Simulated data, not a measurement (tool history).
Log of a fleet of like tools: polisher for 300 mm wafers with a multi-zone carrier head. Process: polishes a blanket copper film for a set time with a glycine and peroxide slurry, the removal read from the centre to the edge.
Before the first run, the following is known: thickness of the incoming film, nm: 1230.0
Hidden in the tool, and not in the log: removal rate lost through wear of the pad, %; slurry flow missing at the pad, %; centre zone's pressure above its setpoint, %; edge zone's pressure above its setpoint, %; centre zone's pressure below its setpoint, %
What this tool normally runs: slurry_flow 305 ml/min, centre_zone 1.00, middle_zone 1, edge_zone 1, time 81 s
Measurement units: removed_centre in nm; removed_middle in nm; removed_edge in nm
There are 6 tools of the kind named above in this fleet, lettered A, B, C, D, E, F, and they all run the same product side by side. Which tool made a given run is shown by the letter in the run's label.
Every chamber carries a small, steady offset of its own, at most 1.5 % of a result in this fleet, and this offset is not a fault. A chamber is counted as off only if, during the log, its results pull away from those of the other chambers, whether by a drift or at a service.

run   hour  slurry_flow  centre_zone  middle_zone  edge_zone  time  wafers polished on this pad  hours since the slurry nozzle was cleaned  hours since the centre zone pressure was calibrated  hours since the edge zone pressure was calibrated  removed_centre  removed_middle  removed_edge
 1D    8.6          305         1.00            1          1    81                          937                                      105.4                                                371.5                                             1145.1          411.34          413.62        411.77
      14.4  -- chamber A: worn pad replaced by a new one
      15.3  -- chamber D: edge zone pressure recalibrated
 2C   15.8          305         1.00            1          1    81                          388                                      160.4                                                238.6                                              505.9          403.88          409.76        409.82
      20.5  -- chamber E: edge zone pressure recalibrated
 3A   25.0          305         1.00            1          1    81                          150                                      162.7                                                923.1                                              673.8          402.21          412.34        406.70
      33.8  -- chamber D: worn pad replaced by a new one
 4F   38.1          305         1.00            1          1    81                          889                                      296.3                                                533.3                                             1136.7          399.03          407.02        409.13
      44.7  -- chamber F: worn pad replaced by a new one
 5B   44.9          305         1.00            1          1    81                         1194                                      252.5                                                 93.9                                              164.0          401.15          399.03        405.12
      54.1  -- chamber B: worn pad replaced by a new one
 6E   57.7          305         1.00            1          1    81                          911                                      595.8                                                 60.5                                               37.3          399.55          394.11        408.75
      58.4  -- chamber C: worn pad replaced by a new one
      66.6  -- chamber E: worn pad replaced by a new one
 7F   70.2          305         1.00            1          1    81                          362                                      328.4                                                565.4                                             1168.8          409.46          399.14        412.25
 8C   81.7          305         1.00            1          1    81                          330                                      226.3                                                304.5                                              571.8          410.55          407.65        408.63
      87.1  -- chamber B: slurry nozzle cleaned
      92.6  -- chamber A: worn pad replaced by a new one
 9D   93.3          305         1.00            1          1    81                          842                                      190.1                                                456.2                                               78.1          410.47          413.73        410.78
10B  100.5          305         1.00            1          1    81                          657                                       13.4                                                149.5                                              219.6          407.13          406.05        403.78
11A  108.2          305         1.00            1          1    81                          221                                      245.9                                               1006.3                                              757.0          396.72          403.68        407.95
12E  118.3          305         1.00            1          1    81                          731                                      656.4                                                121.1                                               97.9          411.02          404.15        403.67
     122.8  -- chamber F: worn pad replaced by a new one
     127.3  -- chamber C: worn pad replaced by a new one
     131.0  -- chamber D: worn pad replaced by a new one
13B  132.3          210         0.94            1          1    81                         1107                                       45.2                                                181.3                                              251.4          362.04          384.29        392.42
     140.0  -- chamber E: worn pad replaced by a new one
     143.3  -- chamber A: centre zone pressure recalibrated
14D  145.1          210         0.94            1          1    81                          200                                      241.9                                                508.0                                              129.9          368.61          396.03        392.43
     157.8  -- chamber B: worn pad replaced by a new one
15A  160.2          210         0.94            1          1    81                          957                                      297.9                                                 16.9                                              809.0          357.46          391.55        388.65
16C  166.9          210         0.94            1          1    81                          561                                      311.5                                                389.7                                              657.0          361.15          390.64        389.05
17F  178.8          210         0.94            1          1    81                          793                                      437.0                                                674.0                                             1277.4          359.18          389.40        391.82
     180.1  -- chamber A: worn pad replaced by a new one
     188.7  -- chamber F: edge zone pressure recalibrated
18E  191.5          210         0.94            1          1    81                          730                                      729.6                                                194.3                                              171.1          365.12          388.41        393.79
     195.0  -- chamber C: worn pad replaced by a new one
19B  199.2          305         1.00            1          1    81                          586                                      112.1                                                248.2                                              318.3          404.48          406.80        391.88
     202.3  -- chamber C: centre zone pressure recalibrated
20F  208.8          305         1.00            1          1    81                         1218                                      467.0                                                704.0                                               20.2          404.35          403.76        411.41
     209.7  -- chamber F: worn pad replaced by a new one
21D  215.9          305         1.00            1          1    81                         1203                                      312.7                                                578.8                                              200.7          409.73          418.42        405.72
     225.9  -- chamber E: worn pad replaced by a new one
22C  227.3          305         1.00            1          1    81                          457                                      371.9                                                 25.1                                              717.4          428.48          395.30        408.38
     232.9  -- chamber D: worn pad replaced by a new one
23E  238.3          305         1.00            1          1    81                          175                                      776.4                                                241.1                                              217.9          410.21          412.14        409.10
24A  247.5          305         1.00            1          1    81                          954                                      385.2                                                104.2                                              896.3          401.52          405.40        403.52
     260.0  -- chamber B: worn pad replaced by a new one
25B  260.6          305         1.00            1          1    81                            9                                      173.5                                                309.6                                              379.7          401.50          402.07        406.07
     261.3  -- chamber C: worn pad replaced by a new one
26C  267.6          305         1.00            1          1    81                           89                                      412.2                                                 65.4                                              757.7          431.08          396.41        403.13
     269.1  -- chamber A: worn pad replaced by a new one
27E  276.2          305         1.00            1          1    81                          712                                      814.3                                                279.0                                              255.8          411.26          408.51        411.70
     278.8  -- chamber B: edge zone pressure recalibrated
     280.0  -- chamber F: worn pad replaced by a new one
     281.4  -- chamber D: slurry nozzle cleaned
28A  289.0          305         1.00            1          1    81                          281                                      426.7                                                145.7                                              937.8          395.83          402.00        405.85
29D  297.9          305         1.00            1          1    81                          920                                       16.6                                                660.8                                              282.7          410.97          413.12        412.33
     300.8  -- chamber D: centre zone pressure recalibrated
30F  306.0          305         1.00            1          1    81                          368                                      564.2                                                801.2                                              117.4          408.16          402.93        397.01
     310.1  -- chamber E: worn pad replaced by a new one
31F  318.6          305         1.00            1          1    81                          546                                      576.8                                                813.8                                              130.0          408.33          399.94        414.28
32E  328.3          305         1.00            1          1    81                          258                                      866.4                                                331.1                                              307.9          411.01          400.72        401.27
     337.8  -- chamber D: worn pad replaced by a new one
33A  338.3          305         1.06            1          1    81                          979                                      476.0                                                195.0                                              987.1          432.25          394.86        404.28
     343.6  -- chamber F: slurry nozzle cleaned
     348.2  -- chamber C: worn pad replaced by a new one
     349.5  -- chamber B: worn pad replaced by a new one
34B  351.8          305         1.06            1          1    81                           33                                      264.7                                                400.8                                               73.1          424.54          405.74        406.45
     356.8  -- chamber F: worn pad replaced by a new one
     361.3  -- chamber A: worn pad replaced by a new one
35C  361.3          305         1.06            1          1    81                          185                                      505.9                                                159.1                                              851.4          459.23          404.22        404.43
36D  369.7          305         1.06            1          1    81                          452                                       88.4                                                 68.9                                              354.5          433.74          412.66        397.99
37A  381.3          305         1.06            1          1    81                          284                                      519.0                                                238.0                                             1030.1          429.46          401.05        414.72
38F  388.8          305         1.06            1          1    81                          454                                       45.2                                                884.0                                              200.2          434.56          393.51        411.34

Has any chamber moved away from the others, gradually or after a service, or does the common gauge drift, or do the chambers differ only by their own small steady offsets? State the chamber and the most likely cause if one applies.

After it was serviced, chamber C no longer matches the other chambers.
Cause: centre zone's pressure above its setpoint, % = 5.34.

Below are 4 candidate recipes for chamber C's next run, each the usual settings with a change, their results shown as question marks. Which of them brings C's results back in line with what the other chambers give on the usual settings?
A result is in line if it is within this distance of the other chambers' mean on the usual settings: removed_centre 14.00 nm; removed_middle 17.00 nm; removed_edge 18.00 nm
39C-1  399.8          300         0.96         1.01       1.01    81                                                                                                                                                                                               ?               ?             ?
39C-2  399.8          300         0.91         1.02       1.03    81                                                                                                                                                                                               ?               ?             ?
39C-3  399.8          310         1.10         0.98       0.97    82                                                                                                                                                                                               ?               ?             ?
39C-4  399.8          310         1.04         0.99       0.99    81                                                                                                                                                                                               ?               ?             ?

The mean the other chambers reach with the usual settings: removed_centre 405.29 nm; removed_middle 405.92 nm; removed_edge 406.45 nm
  run  removed_centre  removed_middle  removed_edge
39C-1          406.93          404.12        407.46
39C-2          384.10          407.85        411.71
39C-3          478.38          399.11        404.92
39C-4          445.05          398.01        404.26
It is 39C-1 that realigns the chamber with its peers.

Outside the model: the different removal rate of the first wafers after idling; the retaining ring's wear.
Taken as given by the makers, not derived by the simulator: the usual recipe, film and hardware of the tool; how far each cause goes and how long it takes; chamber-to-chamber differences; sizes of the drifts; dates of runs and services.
